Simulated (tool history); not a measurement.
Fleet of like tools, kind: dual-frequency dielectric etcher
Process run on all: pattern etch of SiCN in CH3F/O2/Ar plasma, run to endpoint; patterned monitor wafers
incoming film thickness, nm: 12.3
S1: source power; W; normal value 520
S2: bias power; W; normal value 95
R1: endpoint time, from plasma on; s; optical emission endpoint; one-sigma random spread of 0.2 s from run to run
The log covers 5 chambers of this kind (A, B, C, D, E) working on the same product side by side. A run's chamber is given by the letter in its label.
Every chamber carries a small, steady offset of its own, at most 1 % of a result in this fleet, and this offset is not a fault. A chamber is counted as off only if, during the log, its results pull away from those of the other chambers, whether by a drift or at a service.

run   hour   S1  S2      R1
 1E    4.5  520  95  26.716
       8.8  -- chamber D: wet clean of the chamber
 2D    9.1  520  95  26.709
 3B   14.0  520  95  26.686
      16.2  -- chamber C: wet clean of the chamber
 4C   17.3  520  95  27.230
 5A   22.7  520  95  26.803
 6D   26.5  520  95  27.176
 7A   30.3  520  95  26.607
 8C   34.6  520  95  26.961
 9B   38.4  520  95  27.182
10E   42.5  520  95  26.731
11C   45.3  520  95  27.055
12E   50.2  520  95  26.691
13D   55.0  520  95  26.929
14B   58.6  520  95  27.192
15A   63.8  520  95  26.664
16C   69.1  520  95  27.253
17E   72.8  520  95  26.813
18B   75.7  520  95  27.266
19A   81.7  520  95  26.844
20D   86.4  520  95  27.133
21D   90.9  520  95  26.653
22E   96.2  520  95  26.798
23C   99.2  630  95  25.460
24A  102.2  630  95  24.899
25B  106.8  630  95  25.320
26B  110.6  630  95  25.182
27C  114.0  630  95  25.266
28A  119.4  520  95  26.301
29D  124.9  520  95  27.000
30E  128.8  610  76  27.507
31B  133.7  610  76  27.705
32A  139.7  610  76  27.033
33E  143.9  610  76  27.270
34C  148.7  610  76  27.518

All chambers now run identical settings, listed one chamber a line with results as question marks. What results will each chamber show?
35A  153.1  520  114   ?
35B  153.1  520  114   ?
35C  153.1  520  114   ?
35D  153.1  520  114   ?
35E  153.1  520  114   ?

run      R1
35A  24.758
35B  25.059
35C  25.361
35D  25.356
35E  24.953

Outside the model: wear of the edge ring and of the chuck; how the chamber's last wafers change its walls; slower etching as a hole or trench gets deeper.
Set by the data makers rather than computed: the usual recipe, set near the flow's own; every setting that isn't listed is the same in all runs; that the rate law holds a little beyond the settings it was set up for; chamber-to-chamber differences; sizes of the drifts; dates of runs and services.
